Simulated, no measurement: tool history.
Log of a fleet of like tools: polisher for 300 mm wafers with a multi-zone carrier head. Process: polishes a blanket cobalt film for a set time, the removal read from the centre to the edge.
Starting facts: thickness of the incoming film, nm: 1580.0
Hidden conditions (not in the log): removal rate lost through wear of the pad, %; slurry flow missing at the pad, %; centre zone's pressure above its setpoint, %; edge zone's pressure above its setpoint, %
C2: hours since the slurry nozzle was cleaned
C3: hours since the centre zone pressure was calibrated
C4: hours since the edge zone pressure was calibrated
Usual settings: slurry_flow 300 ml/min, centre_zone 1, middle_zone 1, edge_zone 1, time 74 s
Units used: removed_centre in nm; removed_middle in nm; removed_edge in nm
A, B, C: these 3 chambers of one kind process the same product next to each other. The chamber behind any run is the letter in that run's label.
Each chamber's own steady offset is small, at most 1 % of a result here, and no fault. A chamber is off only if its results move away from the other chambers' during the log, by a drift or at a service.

run 1A day=0.3 | slurry_flow=300 centre_zone=1 middle_zone=1 edge_zone=1 time=74 | wafers_polished_on_this_pad=659 C2=24.9 C3=206.4 C4=575.8 | removed_centre=427.31 removed_middle=425.24 removed_edge=416.66
run 2C day=0.596 | slurry_flow=300 centre_zone=1 middle_zone=1 edge_zone=1 time=74 | wafers_polished_on_this_pad=945 C2=548.4 C3=501.1 C4=264.8 | removed_centre=424.97 removed_middle=424.08 removed_edge=423.11
-- day=0.925 chamber C: worn pad replaced by a new one
run 3B day=1.15 | slurry_flow=300 centre_zone=1 middle_zone=1 edge_zone=1 time=74 | wafers_polished_on_this_pad=692 C2=120.2 C3=1134.2 C4=301.7 | removed_centre=415.59 removed_middle=418.51 removed_edge=423.73
-- day=1.171 chamber B: edge zone pressure recalibrated
-- day=1.242 chamber B: worn pad replaced by a new one
-- day=1.604 chamber C: edge zone pressure recalibrated
-- day=1.671 chamber A: edge zone pressure recalibrated
run 4A day=1.708 | slurry_flow=300 centre_zone=1 middle_zone=1 edge_zone=1 time=74 | wafers_polished_on_this_pad=1008 C2=58.7 C3=240.2 C4=1 | removed_centre=412.1 removed_middle=425.09 removed_edge=414.04
run 5C day=2.133 | slurry_flow=300 centre_zone=1 middle_zone=1 edge_zone=1 time=74 | wafers_polished_on_this_pad=300 C2=585.3 C3=538 C4=12.7 | removed_centre=415.07 removed_middle=430.32 removed_edge=419.94
run 6B day=2.471 | slurry_flow=370 centre_zone=1 middle_zone=1.07 edge_zone=1 time=74 | wafers_polished_on_this_pad=305 C2=151.9 C3=1165.9 C4=31.3 | removed_centre=433.99 removed_middle=454.4 removed_edge=432.59
run 7B day=2.767 | slurry_flow=370 centre_zone=1 middle_zone=1.07 edge_zone=1 time=74 | wafers_polished_on_this_pad=378 C2=159 C3=1173 C4=38.4 | removed_centre=438.19 removed_middle=461.08 removed_edge=422.38
-- day=2.792 chamber A: worn pad replaced by a new one
run 8A day=3.233 | slurry_flow=370 centre_zone=1 middle_zone=1.07 edge_zone=1 time=74 | wafers_polished_on_this_pad=110 C2=95.3 C3=276.8 C4=37.6 | removed_centre=433.43 removed_middle=460.4 removed_edge=424.28
-- day=3.45 chamber C: centre zone pressure recalibrated
run 9C day=3.533 | slurry_flow=300 centre_zone=1 middle_zone=1 edge_zone=1 time=74 | wafers_polished_on_this_pad=647 C2=618.9 C3=2.1 C4=46.3 | removed_centre=426.84 removed_middle=427.48 removed_edge=429.93
run 10A day=3.883 | slurry_flow=300 centre_zone=1 middle_zone=1 edge_zone=1 time=74 | wafers_polished_on_this_pad=271 C2=110.9 C3=292.4 C4=53.2 | removed_centre=412.71 removed_middle=423.63 removed_edge=415.76
-- day=4.033 chamber B: worn pad replaced by a new one
-- day=4.054 chamber B: centre zone pressure recalibrated
run 11C day=4.517 | slurry_flow=300 centre_zone=1.04 middle_zone=1 edge_zone=1 time=74 | wafers_polished_on_this_pad=891 C2=642.5 C3=25.7 C4=69.9 | removed_centre=444.48 removed_middle=419.57 removed_edge=418.35
-- day=4.658 chamber C: worn pad replaced by a new one
run 12B day=4.862 | slurry_flow=300 centre_zone=1.04 middle_zone=1 edge_zone=1 time=74 | wafers_polished_on_this_pad=206 C2=209.3 C3=19.5 C4=88.7 | removed_centre=453.62 removed_middle=422.64 removed_edge=420.7
run 13C day=5.496 | slurry_flow=300 centre_zone=1.04 middle_zone=1 edge_zone=1 time=74 | wafers_polished_on_this_pad=207 C2=666 C3=49.2 C4=93.4 | removed_centre=450.07 removed_middle=422.36 removed_edge=425.9
run 14B day=6.15 | slurry_flow=300 centre_zone=1 middle_zone=1 edge_zone=1 time=74 | wafers_polished_on_this_pad=525 C2=240.2 C3=50.4 C4=119.6 | removed_centre=421.22 removed_middle=421.81 removed_edge=417.45
run 15A day=6.75 | slurry_flow=300 centre_zone=1 middle_zone=1 edge_zone=1 time=74 | wafers_polished_on_this_pad=981 C2=179.7 C3=361.2 C4=122 | removed_centre=424.43 removed_middle=423.15 removed_edge=416.08
-- day=6.988 chamber B: worn pad replaced by a new one
run 16A day=7.05 | slurry_flow=300 centre_zone=1 middle_zone=1 edge_zone=1 time=74 | wafers_polished_on_this_pad=1056 C2=186.9 C3=368.4 C4=129.2 | removed_centre=428.46 removed_middle=427.21 removed_edge=412.12
run 17B day=7.404 | slurry_flow=300 centre_zone=1 middle_zone=1 edge_zone=1 time=74 | wafers_polished_on_this_pad=103 C2=270.3 C3=80.5 C4=149.7 | removed_centre=414.4 removed_middle=422.93 removed_edge=421.15
-- day=7.817 chamber A: worn pad replaced by a new one
run 18C day=7.925 | slurry_flow=300 centre_zone=1 middle_zone=1 edge_zone=1 time=74 | wafers_polished_on_this_pad=809 C2=724.3 C3=107.5 C4=151.7 | removed_centre=424.3 removed_middle=422.07 removed_edge=421.18
run 19C day=8.304 | slurry_flow=345 centre_zone=1 middle_zone=1 edge_zone=1 time=51 | wafers_polished_on_this_pad=903 C2=733.4 C3=116.6 C4=160.8 | removed_centre=300.15 removed_middle=295.05 removed_edge=288.52
run 20A day=8.783 | slurry_flow=345 centre_zone=1 middle_zone=1 edge_zone=1 time=51 | wafers_polished_on_this_pad=239 C2=228.5 C3=410 C4=170.8 | removed_centre=293.22 removed_middle=295.56 removed_edge=288.64

Does one chamber stand apart from the rest, does the shared gauge drift, or is all well apart from small per-chamber offsets? Give the chamber and the most likely cause, where there is one.

All chambers stay in line apart from their small fixed offsets, and the gauge does not drift.
